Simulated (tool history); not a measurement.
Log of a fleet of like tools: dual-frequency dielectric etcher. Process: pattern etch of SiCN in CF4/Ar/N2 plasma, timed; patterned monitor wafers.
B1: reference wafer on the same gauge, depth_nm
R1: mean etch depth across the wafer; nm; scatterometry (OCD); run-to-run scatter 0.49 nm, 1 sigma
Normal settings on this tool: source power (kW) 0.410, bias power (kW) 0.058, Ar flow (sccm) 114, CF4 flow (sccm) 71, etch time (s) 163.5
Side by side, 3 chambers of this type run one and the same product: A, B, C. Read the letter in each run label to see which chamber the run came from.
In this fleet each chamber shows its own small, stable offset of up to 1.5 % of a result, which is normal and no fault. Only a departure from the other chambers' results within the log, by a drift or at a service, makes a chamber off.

Run 1B, hour 4.1: usual settings; B1 95.000. Result: R1 117.31 nm.
Run 2A, hour 7.7: usual settings; B1 94.891. Result: R1 118.80 nm.
Run 3C, hour 11.0: usual settings; B1 94.940. Result: R1 119.14 nm.
Run 4B, hour 14.8: usual settings; B1 95.001. Result: R1 116.51 nm.
Run 5A, hour 19.6: usual settings; B1 95.037. Result: R1 118.44 nm.
Run 6C, hour 23.4: usual settings; B1 94.988. Result: R1 119.61 nm.
Run 7A, hour 27.1: usual settings; B1 95.100. Result: R1 118.19 nm.
Run 8C, hour 31.9: usual settings; B1 94.979. Result: R1 119.29 nm.
Run 9B, hour 34.2: usual settings; B1 95.033. Result: R1 117.01 nm.
Run 10A, hour 36.5: usual settings; B1 94.946. Result: R1 118.46 nm.
Run 11B, hour 39.6: usual settings but Ar flow (sccm) 125, etch time (s) 192.0; B1 95.089. Result: R1 134.50 nm.
Run 12C, hour 42.9: usual settings but Ar flow (sccm) 125, etch time (s) 192.0; B1 94.967. Result: R1 139.30 nm.
Run 13C, hour 47.3: usual settings but Ar flow (sccm) 125, etch time (s) 192.0; B1 95.016. Result: R1 138.05 nm.
Run 14A, hour 49.6: usual settings; B1 95.051. Result: R1 118.96 nm.
Run 15B, hour 52.4: usual settings; B1 95.017. Result: R1 116.17 nm.
Run 16B, hour 55.7: usual settings; B1 94.987. Result: R1 116.28 nm.
Run 17A, hour 60.3: usual settings; B1 95.021. Result: R1 118.31 nm.
Run 18C, hour 65.3: usual settings; B1 95.035. Result: R1 120.45 nm.
Run 19A, hour 68.5: usual settings but Ar flow (sccm) 102, CF4 flow (sccm) 61; B1 95.066. Result: R1 117.80 nm.
Run 20C, hour 70.9: usual settings but Ar flow (sccm) 102, CF4 flow (sccm) 61; B1 94.927. Result: R1 120.02 nm.
Run 21B, hour 75.0: usual settings but Ar flow (sccm) 102, CF4 flow (sccm) 61; B1 94.976. Result: R1 115.85 nm.
Run 22A, hour 78.1: usual settings; B1 94.998. Result: R1 118.55 nm.
Run 23C, hour 82.7: usual settings; B1 94.986. Result: R1 121.87 nm.
Run 24B, hour 86.5: usual settings; B1 94.966. Result: R1 117.31 nm.
Run 25C, hour 89.8: usual settings; B1 95.063. Result: R1 121.41 nm.
Run 26B, hour 93.6: usual settings; B1 94.982. Result: R1 116.91 nm.
Run 27A, hour 95.8: usual settings; B1 94.926. Result: R1 118.51 nm.
Run 28A, hour 100.8: usual settings but bias power (kW) 0.071, etch time (s) 141.0; B1 94.875. Result: R1 109.50 nm.
Run 29C, hour 104.9: usual settings but bias power (kW) 0.071, etch time (s) 141.0; B1 95.006. Result: R1 111.92 nm.

One chamber off, gauge drift, or nothing amiss beyond the chambers' own small offsets? If it is a chamber, which one, and what is the likeliest cause?

It is chamber C that slowly wanders off from its peers.
Most likely cause: source power that arrives over what is set, % = 3.12.
From this log alone, it may not be told apart from: etch rate over this chamber's usual, %.

Here are 4 candidates for chamber C's next run, each the usual settings with a change, their results left as question marks. Which one brings its results back in line with what the others give on the usual settings?
A result is in line if it is within this distance of the other chambers' mean on the usual settings: R1 1.70 nm
Run 30C-1, hour 108.4: usual settings but Ar flow (sccm) 90. Result: R1 ?.
Run 30C-2, hour 108.4: usual settings but CF4 flow (sccm) 56. Result: R1 ?.
Run 30C-3, hour 108.4: usual settings but etch time (s) 164.5. Result: R1 ?.
Run 30C-4, hour 108.4: usual settings but etch time (s) 162.0. Result: R1 ?.

The mean the other chambers reach with the usual settings: R1 117.67 nm
  run      R1
30C-1  126.55
30C-2  117.21
30C-3  122.67
30C-4  120.81
The right change is 30C-2: it brings the chamber back within the allowed miss of the others.

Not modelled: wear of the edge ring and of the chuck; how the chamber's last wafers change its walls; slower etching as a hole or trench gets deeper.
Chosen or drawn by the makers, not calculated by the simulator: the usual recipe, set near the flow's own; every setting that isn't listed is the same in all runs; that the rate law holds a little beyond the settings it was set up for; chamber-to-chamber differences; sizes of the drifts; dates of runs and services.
